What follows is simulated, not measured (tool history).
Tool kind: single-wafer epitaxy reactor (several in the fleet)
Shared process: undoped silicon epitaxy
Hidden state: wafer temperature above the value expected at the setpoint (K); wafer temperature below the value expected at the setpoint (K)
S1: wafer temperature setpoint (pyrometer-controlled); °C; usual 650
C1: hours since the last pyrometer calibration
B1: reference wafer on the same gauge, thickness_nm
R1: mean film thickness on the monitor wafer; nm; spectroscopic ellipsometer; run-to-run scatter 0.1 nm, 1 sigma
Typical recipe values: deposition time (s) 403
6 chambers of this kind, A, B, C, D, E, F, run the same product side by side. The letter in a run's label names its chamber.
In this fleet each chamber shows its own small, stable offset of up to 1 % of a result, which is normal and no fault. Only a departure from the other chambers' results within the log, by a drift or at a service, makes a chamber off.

run 1D hour=6.2 | S1=650 deposition_time_(s)=403 | C1=1059.1 | B1=59.816 | R1=68.068
run 2A hour=13.5 | S1=650 deposition_time_(s)=403 | C1=922.0 | B1=59.819 | R1=67.335
run 3B hour=18.0 | S1=650 deposition_time_(s)=403 | C1=613.7 | B1=59.833 | R1=67.294
run 4F hour=23.2 | S1=650 deposition_time_(s)=403 | C1=1277.0 | B1=59.842 | R1=67.230
run 5C hour=27.4 | S1=650 deposition_time_(s)=403 | C1=1882.3 | B1=59.843 | R1=67.824
run 6E hour=33.3 | S1=650 deposition_time_(s)=403 | C1=539.7 | B1=59.849 | R1=68.428
run 7A hour=41.5 | S1=664 deposition_time_(s)=465 | C1=950.0 | B1=59.831 | R1=104.850
run 8E hour=48.9 | S1=664 deposition_time_(s)=465 | C1=555.3 | B1=59.887 | R1=105.680
run 9C hour=55.3 | S1=664 deposition_time_(s)=465 | C1=1910.2 | B1=59.914 | R1=105.540
run 10F hour=59.3 | S1=664 deposition_time_(s)=465 | C1=1313.1 | B1=59.867 | R1=104.550
run 11B hour=63.9 | S1=664 deposition_time_(s)=465 | C1=659.6 | B1=59.894 | R1=105.590
run 12D hour=70.0 | S1=664 deposition_time_(s)=465 | C1=1122.9 | B1=59.925 | R1=105.910
run 13B hour=74.0 | S1=650 deposition_time_(s)=403 | C1=669.7 | B1=59.903 | R1=67.599
run 14C hour=81.4 | S1=650 deposition_time_(s)=403 | C1=1936.3 | B1=59.920 | R1=67.975
run 15A hour=86.5 | S1=650 deposition_time_(s)=403 | C1=995.0 | B1=59.932 | R1=67.388
run 16D hour=91.3 | S1=650 deposition_time_(s)=403 | C1=1144.2 | B1=59.933 | R1=68.297
run 17E hour=95.3 | S1=650 deposition_time_(s)=403 | C1=601.7 | B1=59.925 | R1=68.272
run 18F hour=99.3 | S1=650 deposition_time_(s)=403 | C1=1353.1 | B1=59.955 | R1=67.410
run 19B hour=104.4 | S1=650 deposition_time_(s)=403 | C1=700.1 | B1=59.960 | R1=67.445
run 20E hour=113.2 | S1=650 deposition_time_(s)=403 | C1=619.6 | B1=59.939 | R1=68.562
run 21A hour=119.7 | S1=650 deposition_time_(s)=403 | C1=1028.2 | B1=59.973 | R1=67.514
run 22C hour=124.5 | S1=659 deposition_time_(s)=347 | C1=1979.4 | B1=59.991 | R1=71.001
run 23D hour=130.6 | S1=659 deposition_time_(s)=347 | C1=1183.5 | B1=60.014 | R1=71.245
run 24F hour=137.5 | S1=659 deposition_time_(s)=347 | C1=1391.3 | B1=60.000 | R1=70.280
run 25E hour=142.1 | S1=659 deposition_time_(s)=347 | C1=648.5 | B1=60.011 | R1=71.544
run 26F hour=147.6 | S1=659 deposition_time_(s)=347 | C1=1401.4 | B1=60.017 | R1=70.137
run 27D hour=156.3 | S1=659 deposition_time_(s)=347 | C1=1209.2 | B1=60.023 | R1=71.345
run 28C hour=164.5 | S1=650 deposition_time_(s)=403 | C1=2019.4 | B1=60.049 | R1=68.106
run 29A hour=168.4 | S1=650 deposition_time_(s)=403 | C1=1076.9 | B1=60.034 | R1=67.744
run 30B hour=176.3 | S1=650 deposition_time_(s)=403 | C1=772.0 | B1=60.053 | R1=67.648
run 31F hour=184.6 | S1=650 deposition_time_(s)=403 | C1=1438.4 | B1=60.071 | R1=67.473
run 32E hour=193.4 | S1=650 deposition_time_(s)=403 | C1=699.8 | B1=60.080 | R1=68.585
run 33A hour=201.2 | S1=650 deposition_time_(s)=403 | C1=1109.7 | B1=60.085 | R1=67.760
run 34C hour=208.2 | S1=650 deposition_time_(s)=403 | C1=2063.1 | B1=60.138 | R1=68.192
run 35D hour=213.9 | S1=650 deposition_time_(s)=403 | C1=1266.8 | B1=60.097 | R1=68.429
run 36B hour=218.0 | S1=650 deposition_time_(s)=403 | C1=813.7 | B1=60.108 | R1=67.762
run 37C hour=222.3 | S1=650 deposition_time_(s)=403 | C1=2077.2 | B1=60.114 | R1=68.202
run 38F hour=226.8 | S1=650 deposition_time_(s)=403 | C1=1480.6 | B1=60.126 | R1=67.681
run 39A hour=233.3 | S1=650 deposition_time_(s)=403 | C1=1141.8 | B1=60.152 | R1=67.730
run 40B hour=238.5 | S1=650 deposition_time_(s)=403 | C1=834.2 | B1=60.147 | R1=67.723
run 41E hour=243.2 | S1=650 deposition_time_(s)=403 | C1=749.6 | B1=60.150 | R1=68.789
run 42D hour=251.0 | S1=650 deposition_time_(s)=403 | C1=1303.9 | B1=60.180 | R1=68.372

Next, all 6 chambers run the settings below, one line each with question marks for the results. What does each chamber give?
run 43A hour=257.4 | S1=662 deposition_time_(s)=403 | R1=?
run 43B hour=257.4 | S1=662 deposition_time_(s)=403 | R1=?
run 43C hour=257.4 | S1=662 deposition_time_(s)=403 | R1=?
run 43D hour=257.4 | S1=662 deposition_time_(s)=403 | R1=?
run 43E hour=257.4 | S1=662 deposition_time_(s)=403 | R1=?
run 43F hour=257.4 | S1=662 deposition_time_(s)=403 | R1=?

run=43A R1=87.526
run=43B R1=87.853
run=43C R1=88.241
run=43D R1=88.448
run=43E R1=88.832
run=43F R1=87.161
